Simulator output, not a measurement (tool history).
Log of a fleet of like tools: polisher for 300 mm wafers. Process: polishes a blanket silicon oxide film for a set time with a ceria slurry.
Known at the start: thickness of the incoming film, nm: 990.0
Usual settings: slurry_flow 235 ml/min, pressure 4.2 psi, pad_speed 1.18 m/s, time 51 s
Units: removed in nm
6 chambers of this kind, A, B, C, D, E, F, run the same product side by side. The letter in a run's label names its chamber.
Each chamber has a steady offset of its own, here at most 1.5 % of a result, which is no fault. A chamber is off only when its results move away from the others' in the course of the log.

run	day	slurry_flow	pressure	pad_speed	time	wafers polished on this pad	hours since the slurry nozzle was cleaned	hours since the head pressure was calibrated	removed
# day 0.133: chamber B: worn pad replaced by a new one
1B	0.267	235	4.2	1.18	51	40	12.1	80.0	380.65
2E	0.492	235	4.2	1.18	51	606	194.7	945.2	377.77
3F	0.712	235	4.2	1.18	51	562	627.4	55.8	372.47
# day 0.817: chamber C: worn pad replaced by a new one
# day 0.967: chamber E: worn pad replaced by a new one
4C	0.975	235	4.2	1.18	51	47	166.6	231.3	372.76
5A	1.129	235	4.2	1.18	51	625	120.8	55.1	366.13
6D	1.312	235	3.3	1.18	35	602	164.1	150.5	200.79
7A	1.621	235	3.3	1.18	35	771	132.6	66.9	199.41
8D	1.808	235	3.3	1.18	35	750	176.0	162.4	204.25
# day 1.862: chamber B: worn pad replaced by a new one
9C	2.029	235	3.3	1.18	35	361	191.9	256.6	201.99
10F	2.221	235	3.3	1.18	35	1011	663.6	92.0	202.72
11B	2.529	235	3.3	1.18	35	199	66.4	134.3	200.76
# day 2.638: chamber D: worn pad replaced by a new one
12E	2.712	235	4.2	1.18	51	521	248.0	998.5	373.32
# day 2.825: chamber A: worn pad replaced by a new one
13B	2.904	235	4.2	1.18	51	311	75.4	143.3	381.88
# day 2.979: chamber C: worn pad replaced by a new one
14D	3.158	235	4.2	1.18	51	155	208.4	194.8	373.77
# day 3.208: chamber F: worn pad replaced by a new one
# day 3.212: chamber E: worn pad replaced by a new one
15F	3.438	235	4.2	1.18	51	68	692.8	121.2	370.69
16A	3.650	235	4.2	1.18	51	246	181.3	115.6	375.04
# day 3.688: chamber B: worn pad replaced by a new one
17C	3.971	235	4.2	1.18	51	296	238.5	303.2	375.75
18E	4.275	235	4.2	1.18	51	317	285.5	1036.0	370.92
# day 4.396: chamber E: head pressure recalibrated
19C	4.617	235	4.2	1.18	51	489	254.0	318.7	372.07
# day 4.733: chamber C: slurry nozzle cleaned
20F	4.825	235	4.2	1.18	51	482	726.1	154.5	379.03
# day 5.050: chamber C: worn pad replaced by a new one
21E	5.146	235	3.1	1.18	51	577	306.4	18.1	270.16
# day 5.312: chamber E: worn pad replaced by a new one
22D	5.421	235	3.1	1.18	51	830	262.7	249.1	273.56
23B	5.583	235	3.1	1.18	51	565	139.7	207.6	278.56
# day 5.804: chamber B: worn pad replaced by a new one
24A	5.854	235	3.1	1.18	51	903	234.2	168.5	274.41
# day 5.900: chamber D: worn pad replaced by a new one
25B	6.192	235	3.1	1.18	51	116	154.3	222.2	278.21
26A	6.342	235	3.1	1.18	51	1048	245.9	180.2	273.34
# day 6.588: chamber A: worn pad replaced by a new one
27F	6.629	235	4.2	1.18	51	1019	769.4	197.8	372.20
28C	6.808	235	4.2	1.18	51	524	49.8	371.3	372.19
29E	7.100	235	4.2	1.18	51	533	353.3	65.0	367.91
# day 7.396: chamber C: worn pad replaced by a new one
30D	7.412	200	4.2	1.18	51	451	310.5	296.9	365.13
# day 7.588: chamber B: worn pad replaced by a new one
31C	7.733	200	4.2	1.18	51	101	72.0	393.5	365.87
32B	7.983	200	4.2	1.18	51	118	197.3	265.2	367.76
# day 7.992: chamber E: worn pad replaced by a new one
# day 8.092: chamber F: worn pad replaced by a new one
33D	8.138	200	4.2	1.18	51	667	327.9	314.3	366.41
34E	8.396	200	4.2	1.18	51	121	384.4	96.1	365.23
35F	8.604	200	4.2	1.18	51	153	816.8	245.2	364.66
36A	8.754	235	4.2	1.18	51	646	303.8	238.1	369.99
37F	9.012	235	4.2	1.18	51	274	826.6	255.0	362.83
38B	9.262	235	4.2	1.18	51	500	228.0	295.9	376.54

Next, every chamber runs the same settings. What will each give?
39A	9.508	295	4.2	1.18	51				?
39B	9.508	295	4.2	1.18	51				?
39C	9.508	295	4.2	1.18	51				?
39D	9.508	295	4.2	1.18	51				?
39E	9.508	295	4.2	1.18	51				?
39F	9.508	295	4.2	1.18	51				?

run	removed
39A	378.83
39B	388.34
39C	374.01
39D	382.92
39E	376.62
39F	383.95
